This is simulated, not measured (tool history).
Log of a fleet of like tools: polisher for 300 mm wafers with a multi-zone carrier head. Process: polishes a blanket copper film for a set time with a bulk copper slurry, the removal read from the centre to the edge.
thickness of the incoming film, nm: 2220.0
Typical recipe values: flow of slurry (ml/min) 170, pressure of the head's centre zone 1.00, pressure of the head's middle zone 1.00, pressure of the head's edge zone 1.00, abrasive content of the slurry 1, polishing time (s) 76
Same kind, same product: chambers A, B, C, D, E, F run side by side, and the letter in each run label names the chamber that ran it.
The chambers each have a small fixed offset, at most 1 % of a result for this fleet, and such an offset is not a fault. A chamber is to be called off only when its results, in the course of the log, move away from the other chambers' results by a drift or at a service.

| run | hour | flow of slurry (ml/min) | pressure of the head's centre zone | pressure of the head's middle zone | pressure of the head's edge zone | abrasive content of the slurry | polishing time (s) | wafers polished on this pad | hours since the slurry nozzle was cleaned | hours since the centre zone pressure was calibrated | hours since the edge zone pressure was calibrated | film removed at the wafer's centre (nm) | film removed at mid-radius (nm) | film removed at the wafer's edge (nm) |
|---|---|---|---|---|---|---|---|---|---|---|---|---|---|---|
|  | 1.5 | chamber B: worn pad replaced by a new one |
|  | 5.2 | chamber F: worn pad replaced by a new one |
| 1F | 8.0 | 170 | 1.00 | 1.00 | 1.00 | 1 | 76 | 22 | 260.0 | 330.0 | 543.3 | 672.24 | 664.91 | 665.32 |
|  | 14.4 | chamber D: worn pad replaced by a new one |
| 2A | 18.8 | 170 | 1.00 | 1.00 | 1.00 | 1 | 76 | 721 | 50.2 | 976.8 | 786.7 | 668.35 | 681.36 | 667.18 |
| 3B | 26.5 | 170 | 1.00 | 1.00 | 1.00 | 1 | 76 | 193 | 113.9 | 698.4 | 259.2 | 674.45 | 663.97 | 670.70 |
|  | 29.4 | chamber E: centre zone pressure recalibrated |
| 4C | 31.6 | 170 | 1.00 | 1.00 | 1.00 | 1 | 76 | 736 | 221.7 | 275.5 | 383.1 | 678.87 | 671.89 | 675.20 |
| 5D | 39.0 | 170 | 1.00 | 1.00 | 1.00 | 1 | 76 | 191 | 471.3 | 529.0 | 530.3 | 672.26 | 662.42 | 675.43 |
| 6E | 47.4 | 170 | 1.00 | 1.00 | 1.00 | 1 | 76 | 770 | 226.6 | 18.0 | 270.7 | 668.72 | 661.11 | 679.28 |
| 7A | 59.0 | 170 | 1.00 | 1.00 | 1.00 | 1 | 76 | 1032 | 90.4 | 1017.0 | 826.9 | 669.09 | 680.43 | 667.76 |
| 8F | 69.5 | 170 | 1.00 | 1.00 | 1.00 | 1 | 76 | 499 | 321.5 | 391.5 | 604.8 | 671.76 | 678.38 | 662.57 |
| 9B | 75.7 | 170 | 1.00 | 1.00 | 1.00 | 1 | 76 | 575 | 163.1 | 747.6 | 308.4 | 670.01 | 680.98 | 676.22 |
| 10E | 81.0 | 170 | 1.00 | 1.00 | 1.00 | 1 | 76 | 1030 | 260.2 | 51.6 | 304.3 | 662.92 | 682.02 | 676.07 |
| 11D | 87.8 | 170 | 1.00 | 1.00 | 1.00 | 1 | 76 | 569 | 520.1 | 577.8 | 579.1 | 674.53 | 674.73 | 664.49 |
|  | 89.4 | chamber F: worn pad replaced by a new one |
|  | 90.8 | chamber E: worn pad replaced by a new one |
|  | 92.6 | chamber B: worn pad replaced by a new one |
| 12C | 93.5 | 170 | 1.00 | 1.00 | 1.00 | 1 | 76 | 1216 | 283.6 | 337.4 | 445.0 | 670.37 | 669.01 | 667.77 |
| 13F | 102.3 | 195 | 1.00 | 1.00 | 1.00 | 1 | 76 | 100 | 354.3 | 424.3 | 637.6 | 686.32 | 687.58 | 677.50 |
|  | 104.8 | chamber A: worn pad replaced by a new one |
|  | 105.1 | chamber C: worn pad replaced by a new one |
| 14B | 111.6 | 195 | 1.00 | 1.00 | 1.00 | 1 | 76 | 147 | 199.0 | 783.5 | 344.3 | 694.91 | 686.32 | 682.28 |
| 15E | 122.4 | 195 | 1.00 | 1.00 | 1.00 | 1 | 76 | 245 | 301.6 | 93.0 | 345.7 | 684.45 | 716.62 | 684.13 |
|  | 127.3 | chamber F: edge zone pressure recalibrated |
| 16A | 130.2 | 195 | 1.00 | 1.00 | 1.00 | 1 | 76 | 197 | 161.6 | 1088.2 | 898.1 | 681.63 | 700.89 | 672.85 |
| 17C | 138.8 | 195 | 1.00 | 1.00 | 1.00 | 1 | 76 | 261 | 328.9 | 382.7 | 490.3 | 689.50 | 673.65 | 688.71 |
| 18D | 144.5 | 195 | 1.00 | 1.00 | 1.00 | 1 | 76 | 1009 | 576.8 | 634.5 | 635.8 | 685.94 | 693.74 | 674.32 |
| 19A | 154.3 | 170 | 1.00 | 1.00 | 1.00 | 1 | 76 | 383 | 185.7 | 1112.3 | 922.2 | 670.90 | 665.63 | 662.13 |
| 20B | 159.8 | 170 | 1.00 | 1.00 | 1.00 | 1 | 76 | 521 | 247.2 | 831.7 | 392.5 | 666.25 | 679.43 | 672.45 |
|  | 161.9 | chamber D: worn pad replaced by a new one |
| 21D | 169.2 | 170 | 1.00 | 1.00 | 1.00 | 1 | 76 | 56 | 601.5 | 659.2 | 660.5 | 667.22 | 663.07 | 665.24 |
|  | 172.6 | chamber B: centre zone pressure recalibrated |
|  | 174.2 | chamber B: worn pad replaced by a new one |
| 22F | 174.3 | 170 | 1.00 | 1.00 | 1.00 | 1 | 76 | 658 | 426.3 | 496.3 | 47.1 | 670.69 | 660.13 | 657.72 |
|  | 177.0 | chamber F: worn pad replaced by a new one |
| 23E | 180.7 | 170 | 1.00 | 1.00 | 1.00 | 1 | 76 | 697 | 359.9 | 151.3 | 404.0 | 666.67 | 690.14 | 675.52 |
|  | 186.5 | chamber A: edge zone pressure recalibrated |
| 24C | 186.9 | 170 | 1.07 | 0.93 | 1.00 | 1 | 76 | 634 | 377.0 | 430.8 | 538.4 | 737.24 | 616.09 | 672.82 |
| 25C | 195.1 | 170 | 1.07 | 0.93 | 1.00 | 1 | 76 | 698 | 385.2 | 439.0 | 546.6 | 727.42 | 615.84 | 675.72 |
|  | 199.7 | chamber C: centre zone pressure recalibrated |
| 26E | 203.8 | 170 | 1.07 | 0.93 | 1.00 | 1 | 76 | 876 | 383.0 | 174.4 | 427.1 | 710.71 | 628.17 | 667.38 |
|  | 206.0 | chamber F: slurry nozzle cleaned |
| 27D | 210.3 | 170 | 1.07 | 0.93 | 1.00 | 1 | 76 | 375 | 642.6 | 700.3 | 701.6 | 722.91 | 624.62 | 668.47 |
| 28B | 220.1 | 170 | 1.07 | 0.93 | 1.00 | 1 | 76 | 355 | 307.5 | 47.6 | 452.8 | 678.73 | 625.18 | 675.27 |
|  | 221.9 | chamber E: worn pad replaced by a new one |
|  | 225.0 | chamber A: slurry nozzle cleaned |
| 29F | 229.9 | 170 | 1.07 | 0.93 | 1.00 | 1 | 76 | 410 | 24.0 | 551.9 | 102.7 | 721.87 | 616.55 | 659.77 |
| 30A | 239.0 | 170 | 1.00 | 1.06 | 1.12 | 1 | 76 | 1040 | 14.1 | 1197.0 | 52.5 | 672.21 | 718.50 | 701.04 |
|  | 243.5 | chamber F: worn pad replaced by a new one |
| 31D | 250.1 | 170 | 1.00 | 1.06 | 1.12 | 1 | 76 | 684 | 682.4 | 740.1 | 741.4 | 665.17 | 695.62 | 721.13 |
|  | 254.2 | chamber B: worn pad replaced by a new one |
| 32B | 259.5 | 170 | 1.00 | 1.06 | 1.12 | 1 | 76 | 41 | 346.9 | 87.0 | 492.2 | 617.35 | 713.81 | 711.93 |
|  | 262.4 | chamber C: worn pad replaced by a new one |
| 33C | 269.1 | 170 | 1.00 | 1.06 | 1.12 | 1 | 76 | 52 | 459.2 | 69.5 | 620.6 | 676.79 | 712.26 | 707.71 |
| 34F | 274.9 | 170 | 1.00 | 1.06 | 1.12 | 1 | 76 | 243 | 69.0 | 596.9 | 147.7 | 668.75 | 720.86 | 704.63 |
| 35A | 282.0 | 170 | 1.00 | 1.06 | 1.12 | 1 | 76 | 1374 | 57.1 | 1240.0 | 95.5 | 674.57 | 703.96 | 706.18 |
| 36E | 293.2 | 170 | 1.00 | 1.00 | 1.00 | 1 | 76 | 553 | 472.4 | 263.8 | 516.5 | 661.76 | 688.14 | 677.32 |
| 37A | 299.5 | 170 | 1.00 | 1.00 | 1.00 | 1 | 76 | 1509 | 74.6 | 1257.5 | 113.0 | 675.65 | 676.51 | 666.03 |
| 38B | 309.9 | 170 | 1.00 | 1.00 | 1.00 | 1 | 76 | 432 | 397.3 | 137.4 | 542.6 | 618.56 | 667.76 | 680.48 |
| 39F | 321.4 | 170 | 1.00 | 1.00 | 1.00 | 1 | 76 | 604 | 115.5 | 643.4 | 194.2 | 679.31 | 665.06 | 665.32 |
|  | 327.0 | chamber C: slurry nozzle cleaned |
| 40C | 331.1 | 170 | 1.00 | 1.00 | 1.00 | 1 | 76 | 533 | 4.1 | 131.5 | 682.6 | 679.04 | 668.86 | 674.44 |

Predict what each chamber gives when all 6 of them run the settings below next.
| 41A | 339.5 | 170 | 1.00 | 1.00 | 1.00 | 1 | 76 |  |  |  |  | ? | ? | ? |
| 41B | 339.5 | 170 | 1.00 | 1.00 | 1.00 | 1 | 76 |  |  |  |  | ? | ? | ? |
| 41C | 339.5 | 170 | 1.00 | 1.00 | 1.00 | 1 | 76 |  |  |  |  | ? | ? | ? |
| 41D | 339.5 | 170 | 1.00 | 1.00 | 1.00 | 1 | 76 |  |  |  |  | ? | ? | ? |
| 41E | 339.5 | 170 | 1.00 | 1.00 | 1.00 | 1 | 76 |  |  |  |  | ? | ? | ? |
| 41F | 339.5 | 170 | 1.00 | 1.00 | 1.00 | 1 | 76 |  |  |  |  | ? | ? | ? |

| run | film removed at the wafer's centre (nm) | film removed at mid-radius (nm) | film removed at the wafer's edge (nm) |
|---|---|---|---|
| 41A | 669.96 | 674.27 | 663.82 |
| 41B | 617.84 | 670.97 | 669.22 |
| 41C | 675.40 | 663.76 | 670.76 |
| 41D | 664.73 | 664.85 | 667.18 |
| 41E | 665.88 | 651.82 | 672.77 |
| 41F | 662.29 | 667.40 | 664.54 |
